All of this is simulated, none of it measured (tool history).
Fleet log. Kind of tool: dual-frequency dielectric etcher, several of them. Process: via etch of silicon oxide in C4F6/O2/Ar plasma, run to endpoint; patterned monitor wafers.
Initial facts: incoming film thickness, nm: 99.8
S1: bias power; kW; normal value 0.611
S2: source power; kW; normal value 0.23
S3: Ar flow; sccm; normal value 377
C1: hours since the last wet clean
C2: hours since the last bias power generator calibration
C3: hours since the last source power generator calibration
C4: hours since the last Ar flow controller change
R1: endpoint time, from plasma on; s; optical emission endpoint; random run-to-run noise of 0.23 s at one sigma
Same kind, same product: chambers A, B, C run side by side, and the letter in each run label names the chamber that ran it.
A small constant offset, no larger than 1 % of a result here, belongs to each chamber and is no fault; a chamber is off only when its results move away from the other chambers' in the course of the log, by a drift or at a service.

Run 1B, hour 9.2: usual settings; C1 108.8; C2 685.6; C3 561.3; C4 3976.8. Result: R1 25.539 s.
Run 2A, hour 15.7: usual settings; C1 192.9; C2 1484.7; C3 181.9; C4 1351. Result: R1 25.626 s.
Run 3C, hour 20.1: usual settings; C1 258.3; C2 1951.1; C3 1814.2; C4 1422.9. Result: R1 25.604 s.
Run 4A, hour 27.7: usual settings; C1 204.9; C2 1496.7; C3 193.9; C4 1363. Result: R1 25.602 s.
Run 5C, hour 33: usual settings; C1 271.2; C2 1964; C3 1827.1; C4 1435.8. Result: R1 25.852 s.
Run 6B, hour 42.6: usual settings but S2 0.18 kW, S3 445 sccm; C1 142.2; C2 719; C3 594.7; C4 4010.2. Result: R1 28.616 s.
Run 7B, hour 49.4: usual settings but S2 0.18 kW, S3 445 sccm; C1 149; C2 725.8; C3 601.5; C4 4017. Result: R1 28.036 s.
Run 8A, hour 58.7: usual settings but S2 0.18 kW, S3 445 sccm; C1 235.9; C2 1527.7; C3 224.9; C4 1394. Result: R1 28.428 s.
Run 9C, hour 67.8: usual settings; C1 306; C2 1998.8; C3 1861.9; C4 1470.6. Result: R1 25.605 s.
Run 10A, hour 74.8: usual settings but S2 0.28 kW, S3 333 sccm; C1 252; C2 1543.8; C3 241; C4 1410.1. Result: R1 23.41 s.
Run 11B, hour 82.1: usual settings but S2 0.28 kW, S3 333 sccm; C1 181.7; C2 758.5; C3 634.2; C4 4049.7. Result: R1 23.535 s.
Run 12C, hour 91.1: usual settings but S2 0.28 kW, S3 333 sccm; C1 329.3; C2 2022.1; C3 1885.2; C4 1493.9. Result: R1 23.257 s.
Run 13A, hour 99.2: usual settings; C1 276.4; C2 1568.2; C3 265.4; C4 1434.5. Result: R1 25.571 s.
Run 14C, hour 106.1: usual settings; C1 344.3; C2 2037.1; C3 1900.2; C4 1508.9. Result: R1 25.34 s.
Run 15B, hour 112.7: usual settings; C1 212.3; C2 789.1; C3 664.8; C4 4080.3. Result: R1 25.795 s.
Run 16C, hour 121.7: usual settings; C1 359.9; C2 2052.7; C3 1915.8; C4 1524.5. Result: R1 25.355 s.
Run 17A, hour 131.4: usual settings; C1 308.6; C2 1600.4; C3 297.6; C4 1466.7. Result: R1 25.968 s.
Run 18B, hour 137.3: usual settings; C1 236.9; C2 813.7; C3 689.4; C4 4104.9. Result: R1 25.664 s.
Run 19B, hour 146.5: usual settings but S2 0.2 kW; C1 246.1; C2 822.9; C3 698.6; C4 4114.1. Result: R1 26.764 s.
Run 20A, hour 155.8: usual settings but S2 0.2 kW; C1 333; C2 1624.8; C3 322; C4 1491.1. Result: R1 27.696 s.
Run 21C, hour 164.5: usual settings but S2 0.2 kW; C1 402.7; C2 2095.5; C3 1958.6; C4 1567.3. Result: R1 27.308 s.
Run 22C, hour 171.7: usual settings; C1 409.9; C2 2102.7; C3 1965.8; C4 1574.5. Result: R1 25.443 s.
Run 23A, hour 180: usual settings but S1 0.658 kW, S3 422 sccm; C1 357.2; C2 1649; C3 346.2; C4 1515.3. Result: R1 26.117 s.
Run 24B, hour 185.5: usual settings but S1 0.658 kW, S3 422 sccm; C1 285.1; C2 861.9; C3 737.6; C4 4153.1. Result: R1 24.97 s.
Run 25A, hour 189.8: usual settings but S1 0.658 kW, S3 422 sccm; C1 367; C2 1658.8; C3 356; C4 1525.1. Result: R1 25.796 s.
Run 26C, hour 197.5: usual settings; C1 435.7; C2 2128.5; C3 1991.6; C4 1600.3. Result: R1 25.826 s.
Run 27B, hour 205.1: usual settings; C1 304.7; C2 881.5; C3 757.2; C4 4172.7. Result: R1 25.393 s.
Run 28C, hour 211: usual settings but S2 0.18 kW, S3 441 sccm; C1 449.2; C2 2142; C3 2005.1; C4 1613.8. Result: R1 28.614 s.
Run 29B, hour 220.6: usual settings but S2 0.18 kW, S3 441 sccm; C1 320.2; C2 897; C3 772.7; C4 4188.2. Result: R1 28.406 s.

All 3 chambers run these settings next. Forecast each chamber's results:
Run 30A, hour 227.6: usual settings. Result: R1 ?.
Run 30B, hour 227.6: usual settings. Result: R1 ?.
Run 30C, hour 227.6: usual settings. Result: R1 ?.

run      R1
30A    26.5
30B  25.657
30C  26.202
